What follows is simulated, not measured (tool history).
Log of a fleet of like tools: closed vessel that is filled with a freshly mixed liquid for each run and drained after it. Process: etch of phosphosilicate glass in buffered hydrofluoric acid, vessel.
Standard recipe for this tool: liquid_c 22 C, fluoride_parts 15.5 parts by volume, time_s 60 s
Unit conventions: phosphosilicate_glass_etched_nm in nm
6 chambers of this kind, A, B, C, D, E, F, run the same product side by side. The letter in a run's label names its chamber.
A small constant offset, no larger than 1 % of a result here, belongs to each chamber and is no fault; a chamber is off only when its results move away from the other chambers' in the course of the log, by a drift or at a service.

| run | hour | liquid_c | fluoride_parts | time_s | hours since the thermometer was replaced | hours since the hydrofluoric acid flow meter was replaced | read-back film thickness of the phosphosilicate glass reference wafer, read on the same gauge (nm) | phosphosilicate_glass_etched_nm |
|---|---|---|---|---|---|---|---|---|
| 1F | 7.9 | 22 | 15.5 | 60 | 118.8 | 908.7 | 110.01 | 122.33 |
| 2E | 16.6 | 22 | 15.5 | 60 | 548.1 | 1095.2 | 109.98 | 120 |
| 3D | 24.3 | 22 | 15.5 | 60 | 1353.2 | 1141.9 | 110.01 | 118.95 |
| 4A | 31 | 22 | 15.5 | 60 | 1439.7 | 1045.9 | 110 | 120.3 |
| 5B | 42.1 | 22 | 15.5 | 60 | 340 | 850 | 109.98 | 121.86 |
| 6C | 53.2 | 22 | 15.5 | 60 | 120.9 | 936.2 | 109.99 | 120.19 |
| 7B | 61 | 22 | 15.5 | 60 | 358.9 | 868.9 | 110.05 | 122.82 |
| 8D | 70.7 | 22 | 15.5 | 60 | 1399.6 | 1188.3 | 109.94 | 120.13 |
|  | 79.3 | chamber F: hydrofluoric acid flow meter replaced |
| 9C | 79.5 | 22 | 15.5 | 60 | 147.2 | 962.5 | 109.98 | 120.16 |
| 10E | 86.4 | 22 | 15.5 | 60 | 617.9 | 1165 | 110 | 120.02 |
| 11F | 93.4 | 22 | 15.5 | 60 | 204.3 | 14.2 | 110.04 | 120.46 |
| 12A | 99.3 | 22 | 15.5 | 60 | 1508 | 1114.2 | 109.98 | 119.65 |
| 13F | 111 | 22 | 15.5 | 60 | 221.9 | 31.8 | 110 | 119.69 |
| 14E | 118.2 | 22 | 15.5 | 60 | 649.7 | 1196.8 | 109.99 | 121.23 |
| 15A | 129.8 | 22 | 15.5 | 60 | 1538.5 | 1144.7 | 110.01 | 117.44 |
| 16D | 142.4 | 26.5 | 15.5 | 60 | 1471.3 | 1260 | 110.01 | 151.15 |
| 17B | 154.3 | 26.5 | 15.5 | 60 | 452.2 | 962.2 | 110.06 | 148.53 |
| 18C | 163.2 | 26.5 | 15.5 | 60 | 230.9 | 1046.2 | 110.03 | 155.69 |
|  | 169.6 | chamber D: hydrofluoric acid flow meter replaced |
| 19C | 170.2 | 26.5 | 15.5 | 60 | 237.9 | 1053.2 | 110.01 | 153.53 |
|  | 171.7 | chamber A: hydrofluoric acid flow meter replaced |
| 20F | 179 | 26.5 | 15.5 | 60 | 289.9 | 99.8 | 110.02 | 154.33 |
| 21A | 185.5 | 26.5 | 15.5 | 60 | 1594.2 | 13.9 | 110.03 | 154.42 |
| 22D | 193.2 | 22 | 15.5 | 30 | 1522.1 | 23.6 | 110 | 59.975 |
| 23E | 205.7 | 22 | 15.5 | 30 | 737.2 | 1284.3 | 110.01 | 59.621 |
| 24B | 217.2 | 22 | 15.5 | 30 | 515.1 | 1025.1 | 109.98 | 57.414 |
| 25D | 224.6 | 22 | 15.5 | 30 | 1553.5 | 55 | 110 | 59.361 |
| 26E | 230.5 | 22 | 15.5 | 30 | 762 | 1309.1 | 109.98 | 59.145 |
| 27F | 240.8 | 22 | 15.5 | 30 | 351.7 | 161.6 | 109.94 | 60.734 |
| 28C | 251.3 | 22 | 15.5 | 60 | 319 | 1134.3 | 109.93 | 121.61 |
|  | 252.1 | chamber E: hydrofluoric acid flow meter replaced |
| 29A | 257.4 | 22 | 12.5 | 40 | 1666.1 | 85.8 | 109.99 | 98.176 |
| 30B | 267.1 | 22 | 12.5 | 40 | 565 | 1075 | 109.97 | 94.69 |
|  | 269.9 | chamber B: hydrofluoric acid flow meter replaced |
| 31B | 273.6 | 22 | 12.5 | 40 | 571.5 | 3.7 | 109.98 | 94.321 |
| 32C | 280.8 | 22 | 12.5 | 40 | 348.5 | 1163.8 | 110.02 | 100.23 |
| 33E | 287.4 | 22 | 12.5 | 40 | 818.9 | 35.4 | 109.96 | 97.96 |
| 34F | 297.3 | 22 | 12.5 | 40 | 408.2 | 218.1 | 109.98 | 100.93 |
| 35D | 304.6 | 22 | 15.5 | 60 | 1633.5 | 135 | 110.03 | 120.49 |
| 36A | 313.1 | 22 | 15.5 | 60 | 1721.8 | 141.5 | 110.01 | 119.37 |
| 37E | 321.6 | 22 | 15.5 | 60 | 853.1 | 69.6 | 110.02 | 121.11 |
| 38D | 328.6 | 22 | 15.5 | 60 | 1657.5 | 159 | 109.97 | 120.8 |
| 39A | 336.7 | 22 | 15.5 | 60 | 1745.4 | 165.1 | 110.03 | 119.22 |
| 40B | 344.3 | 22 | 20.5 | 60 | 642.2 | 74.4 | 110.03 | 83.385 |

Each of the 6 chambers runs these same settings next. Fill in every chamber's results:
| 41A | 353.3 | 22 | 11.5 | 60 |  |  |  | ? |
| 41B | 353.3 | 22 | 11.5 | 60 |  |  |  | ? |
| 41C | 353.3 | 22 | 11.5 | 60 |  |  |  | ? |
| 41D | 353.3 | 22 | 11.5 | 60 |  |  |  | ? |
| 41E | 353.3 | 22 | 11.5 | 60 |  |  |  | ? |
| 41F | 353.3 | 22 | 11.5 | 60 |  |  |  | ? |

| run | phosphosilicate_glass_etched_nm |
|---|---|
| 41A | 158.55 |
| 41B | 148.48 |
| 41C | 160.15 |
| 41D | 160.98 |
| 41E | 160.95 |
| 41F | 166.53 |
